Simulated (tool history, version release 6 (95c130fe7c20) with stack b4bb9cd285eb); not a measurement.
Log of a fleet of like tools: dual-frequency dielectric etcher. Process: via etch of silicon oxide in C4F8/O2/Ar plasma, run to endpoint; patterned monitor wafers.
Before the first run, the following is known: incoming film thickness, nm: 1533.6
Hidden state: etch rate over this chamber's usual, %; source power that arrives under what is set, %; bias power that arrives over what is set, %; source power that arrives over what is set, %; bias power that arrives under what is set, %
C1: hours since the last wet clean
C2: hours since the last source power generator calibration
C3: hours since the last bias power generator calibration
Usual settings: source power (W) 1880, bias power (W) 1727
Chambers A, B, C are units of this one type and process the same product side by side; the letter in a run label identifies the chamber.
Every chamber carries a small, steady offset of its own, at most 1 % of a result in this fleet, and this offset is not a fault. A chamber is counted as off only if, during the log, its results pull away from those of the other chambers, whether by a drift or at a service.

Run 1A, day 0.425: usual settings; C1 313.5; C2 2684.7; C3 1984.2. Result: endpoint time (s) 318.29.
Run 2C, day 0.767: usual settings; C1 31.9; C2 1777.6; C3 2167.5. Result: endpoint time (s) 321.23.
Run 3B, day 1.167: usual settings; C1 431.5; C2 740.4; C3 2432.0. Result: endpoint time (s) 325.78.
Run 4B, day 1.458: usual settings; C1 438.5; C2 747.4; C3 2439.0. Result: endpoint time (s) 328.16.
Run 5C, day 1.838: usual settings; C1 57.6; C2 1803.3; C3 2193.2. Result: endpoint time (s) 322.50.
Run 6A, day 2.125: usual settings but source power (W) 2050, bias power (W) 1577; C1 354.3; C2 2725.5; C3 2025.0. Result: endpoint time (s) 314.73.
At day 2.412: chamber A: source power generator calibrated.
Run 7C, day 2.525: usual settings but source power (W) 2050, bias power (W) 1577; C1 74.1; C2 1819.8; C3 2209.7. Result: endpoint time (s) 320.73.
Run 8B, day 2.950: usual settings but source power (W) 2050, bias power (W) 1577; C1 474.3; C2 783.2; C3 2474.8. Result: endpoint time (s) 323.53.
Run 9A, day 3.317: usual settings; C1 382.9; C2 21.8; C3 2053.6. Result: endpoint time (s) 322.38.
At day 3.471: chamber A: bias power generator calibrated.
Run 10A, day 3.704: usual settings; C1 392.2; C2 31.1; C3 5.6. Result: endpoint time (s) 322.17.
Run 11B, day 4.033: usual settings but source power (W) 2170; C1 500.3; C2 809.2; C3 2500.8. Result: endpoint time (s) 306.48.
Run 12C, day 4.333: usual settings but source power (W) 2170; C1 117.5; C2 1863.2; C3 2253.1. Result: endpoint time (s) 304.68.
At day 4.583: chamber A: wet clean of the chamber.
Run 13B, day 4.667: usual settings but source power (W) 2170; C1 515.5; C2 824.4; C3 2516.0. Result: endpoint time (s) 307.66.
Run 14C, day 5.042: usual settings; C1 134.5; C2 1880.2; C3 2270.1. Result: endpoint time (s) 321.76.
Run 15A, day 5.300: usual settings; C1 17.2; C2 69.4; C3 43.9. Result: endpoint time (s) 305.18.
Run 16A, day 5.542: usual settings; C1 23.0; C2 75.2; C3 49.7. Result: endpoint time (s) 309.15.
Run 17C, day 5.921: usual settings; C1 155.6; C2 1901.3; C3 2291.2. Result: endpoint time (s) 324.22.
Run 18B, day 6.400: usual settings; C1 557.1; C2 866.0; C3 2557.6. Result: endpoint time (s) 324.10.
At day 6.542: chamber B: wet clean of the chamber.
Run 19A, day 6.908: usual settings but source power (W) 1640, bias power (W) 2143; C1 55.8; C2 108.0; C3 82.5. Result: endpoint time (s) 306.63.
Run 20B, day 7.400: usual settings but source power (W) 1640, bias power (W) 2143; C1 20.7; C2 890.0; C3 2581.6. Result: endpoint time (s) 324.98.
Run 21C, day 7.742: usual settings but source power (W) 1640, bias power (W) 2143; C1 199.3; C2 1945.0; C3 2334.9. Result: endpoint time (s) 320.31.
Run 22C, day 8.092: usual settings but source power (W) 1700, bias power (W) 1367; C1 207.7; C2 1953.4; C3 2343.3. Result: endpoint time (s) 360.22.
Run 23A, day 8.629: usual settings but source power (W) 1700, bias power (W) 1367; C1 97.1; C2 149.3; C3 123.8. Result: endpoint time (s) 339.53.
Run 24B, day 8.954: usual settings but source power (W) 1700, bias power (W) 1367; C1 58.0; C2 927.3; C3 2618.9. Result: endpoint time (s) 360.19.
Run 25A, day 9.404: usual settings; C1 115.7; C2 167.9; C3 142.4. Result: endpoint time (s) 312.17.
Run 26C, day 9.800: usual settings; C1 248.7; C2 1994.4; C3 2384.3. Result: endpoint time (s) 322.31.
Run 27B, day 10.317: usual settings; C1 90.7; C2 960.0; C3 2651.6. Result: endpoint time (s) 326.85.
Run 28C, day 10.683: usual settings; C1 269.9; C2 2015.6; C3 2405.5. Result: endpoint time (s) 320.13.
Run 29B, day 11.158: usual settings but bias power (W) 2053; C1 110.9; C2 980.2; C3 2671.8. Result: endpoint time (s) 310.31.
Run 30A, day 11.417: usual settings but bias power (W) 2053; C1 164.0; C2 216.2; C3 190.7. Result: endpoint time (s) 294.52.
Run 31C, day 11.792: usual settings but bias power (W) 2053; C1 296.5; C2 2042.2; C3 2432.1. Result: endpoint time (s) 309.43.
Run 32A, day 12.079: usual settings; C1 179.9; C2 232.1; C3 206.6. Result: endpoint time (s) 309.06.

Has any chamber moved away from the others, gradually or after a service, or does the common gauge drift, or do the chambers differ only by their own small steady offsets? State the chamber and the most likely cause if one applies.

After it was serviced, chamber A no longer matches the other chambers.
Cause: etch rate over this chamber's usual, % = 3.73.

Below are 4 candidate recipes for chamber A's next run, each the usual settings with a change, their results shown as question marks. Which of them brings A's results back in line with what the other chambers give on the usual settings?
In line means no further than this from the other chambers' mean on the usual settings: endpoint time (s) 5.40
Run 33A-1, day 12.467: usual settings but source power (W) 2230, bias power (W) 1945. Result: endpoint time (s) ?.
Run 33A-2, day 12.467: usual settings but source power (W) 1470. Result: endpoint time (s) ?.
Run 33A-3, day 12.467: usual settings but source power (W) 1730, bias power (W) 1631. Result: endpoint time (s) ?.
Run 33A-4, day 12.467: usual settings but source power (W) 2110. Result: endpoint time (s) ?.

The other chambers' mean on the usual settings: endpoint time (s) 324.28
  run  endpoint time (s)
33A-1             278.70
33A-2             340.83
33A-3             324.19
33A-4             294.48
33A-3 brings the chamber back in line.
